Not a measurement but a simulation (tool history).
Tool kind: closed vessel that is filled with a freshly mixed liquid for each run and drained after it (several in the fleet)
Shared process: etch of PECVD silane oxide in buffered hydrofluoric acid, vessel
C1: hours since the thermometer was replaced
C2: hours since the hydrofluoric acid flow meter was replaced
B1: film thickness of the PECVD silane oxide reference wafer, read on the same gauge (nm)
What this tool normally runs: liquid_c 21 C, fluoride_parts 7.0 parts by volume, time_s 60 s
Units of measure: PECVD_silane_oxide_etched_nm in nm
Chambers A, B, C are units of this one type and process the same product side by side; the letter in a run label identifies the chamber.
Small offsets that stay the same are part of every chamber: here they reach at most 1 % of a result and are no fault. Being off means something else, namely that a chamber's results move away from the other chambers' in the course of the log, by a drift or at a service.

{"run": "1C", "day": 0.417, "liquid_c": 21, "fluoride_parts": 7.0, "time_s": 60, "C1": 177.5, "C2": 1783.1, "B1": 150.03, "PECVD_silane_oxide_etched_nm": 193.08}
{"run": "2A", "day": 0.725, "liquid_c": 21, "fluoride_parts": 7.0, "time_s": 60, "C1": 837.0, "C2": 1437.5, "B1": 150.01, "PECVD_silane_oxide_etched_nm": 188.62}
{"run": "3B", "day": 1.233, "liquid_c": 21, "fluoride_parts": 7.0, "time_s": 60, "C1": 36.2, "C2": 110.1, "B1": 150.01, "PECVD_silane_oxide_etched_nm": 188.54}
{"day": 1.592, "done": "chamber A: hydrofluoric acid flow meter replaced"}
{"run": "4A", "day": 1.746, "liquid_c": 21, "fluoride_parts": 7.0, "time_s": 60, "C1": 861.5, "C2": 3.7, "B1": 150.06, "PECVD_silane_oxide_etched_nm": 191.94}
{"run": "5C", "day": 2.158, "liquid_c": 21, "fluoride_parts": 7.0, "time_s": 60, "C1": 219.3, "C2": 1824.9, "B1": 150.02, "PECVD_silane_oxide_etched_nm": 190.86}
{"run": "6B", "day": 2.392, "liquid_c": 21, "fluoride_parts": 7.0, "time_s": 60, "C1": 64.0, "C2": 137.9, "B1": 150.02, "PECVD_silane_oxide_etched_nm": 193.01}
{"run": "7A", "day": 2.729, "liquid_c": 21, "fluoride_parts": 7.0, "time_s": 60, "C1": 885.1, "C2": 27.3, "B1": 149.98, "PECVD_silane_oxide_etched_nm": 194.16}
{"run": "8C", "day": 3.15, "liquid_c": 21, "fluoride_parts": 7.0, "time_s": 60, "C1": 243.1, "C2": 1848.7, "B1": 150.01, "PECVD_silane_oxide_etched_nm": 191.86}
{"run": "9B", "day": 3.679, "liquid_c": 21, "fluoride_parts": 7.0, "time_s": 60, "C1": 94.9, "C2": 168.8, "B1": 150.02, "PECVD_silane_oxide_etched_nm": 190.7}
{"run": "10B", "day": 4.075, "liquid_c": 21, "fluoride_parts": 8.5, "time_s": 35, "C1": 104.4, "C2": 178.3, "B1": 149.97, "PECVD_silane_oxide_etched_nm": 91.353}
{"run": "11A", "day": 4.546, "liquid_c": 21, "fluoride_parts": 8.5, "time_s": 35, "C1": 928.7, "C2": 70.9, "B1": 150.0, "PECVD_silane_oxide_etched_nm": 94.257}
{"run": "12C", "day": 4.925, "liquid_c": 21, "fluoride_parts": 8.5, "time_s": 35, "C1": 285.7, "C2": 1891.3, "B1": 149.99, "PECVD_silane_oxide_etched_nm": 91.498}
{"run": "13C", "day": 5.154, "liquid_c": 21, "fluoride_parts": 7.0, "time_s": 60, "C1": 291.2, "C2": 1896.8, "B1": 150.05, "PECVD_silane_oxide_etched_nm": 191.31}
{"run": "14A", "day": 5.688, "liquid_c": 21, "fluoride_parts": 7.0, "time_s": 60, "C1": 956.1, "C2": 98.3, "B1": 149.99, "PECVD_silane_oxide_etched_nm": 198.14}
{"run": "15B", "day": 6.1, "liquid_c": 21, "fluoride_parts": 7.0, "time_s": 60, "C1": 153.0, "C2": 226.9, "B1": 150.02, "PECVD_silane_oxide_etched_nm": 191.15}
{"run": "16B", "day": 6.6, "liquid_c": 21, "fluoride_parts": 7.0, "time_s": 30, "C1": 165.0, "C2": 238.9, "B1": 150.0, "PECVD_silane_oxide_etched_nm": 95.308}
{"run": "17C", "day": 6.896, "liquid_c": 21, "fluoride_parts": 7.0, "time_s": 30, "C1": 333.0, "C2": 1938.6, "B1": 150.02, "PECVD_silane_oxide_etched_nm": 97.009}
{"run": "18A", "day": 7.15, "liquid_c": 21, "fluoride_parts": 7.0, "time_s": 30, "C1": 991.2, "C2": 133.4, "B1": 149.97, "PECVD_silane_oxide_etched_nm": 102.06}
{"run": "19B", "day": 7.679, "liquid_c": 21, "fluoride_parts": 7.0, "time_s": 60, "C1": 190.9, "C2": 264.8, "B1": 150.06, "PECVD_silane_oxide_etched_nm": 190.83}
{"run": "20A", "day": 8.154, "liquid_c": 21, "fluoride_parts": 7.0, "time_s": 60, "C1": 1015.3, "C2": 157.5, "B1": 150.0, "PECVD_silane_oxide_etched_nm": 208.72}
{"run": "21C", "day": 8.475, "liquid_c": 21, "fluoride_parts": 7.0, "time_s": 60, "C1": 370.9, "C2": 1976.5, "B1": 149.99, "PECVD_silane_oxide_etched_nm": 192.3}
{"run": "22B", "day": 8.908, "liquid_c": 21, "fluoride_parts": 7.0, "time_s": 60, "C1": 220.4, "C2": 294.3, "B1": 149.95, "PECVD_silane_oxide_etched_nm": 192.56}

Predict what each chamber gives when all 3 of them run the settings below next.
{"run": "23A", "day": 9.292, "liquid_c": 21, "fluoride_parts": 7.0, "time_s": 60, "PECVD_silane_oxide_etched_nm": "?"}
{"run": "23B", "day": 9.292, "liquid_c": 21, "fluoride_parts": 7.0, "time_s": 60, "PECVD_silane_oxide_etched_nm": "?"}
{"run": "23C", "day": 9.292, "liquid_c": 21, "fluoride_parts": 7.0, "time_s": 60, "PECVD_silane_oxide_etched_nm": "?"}

run=23A PECVD_silane_oxide_etched_nm=212.760
run=23B PECVD_silane_oxide_etched_nm=190.740
run=23C PECVD_silane_oxide_etched_nm=191.990

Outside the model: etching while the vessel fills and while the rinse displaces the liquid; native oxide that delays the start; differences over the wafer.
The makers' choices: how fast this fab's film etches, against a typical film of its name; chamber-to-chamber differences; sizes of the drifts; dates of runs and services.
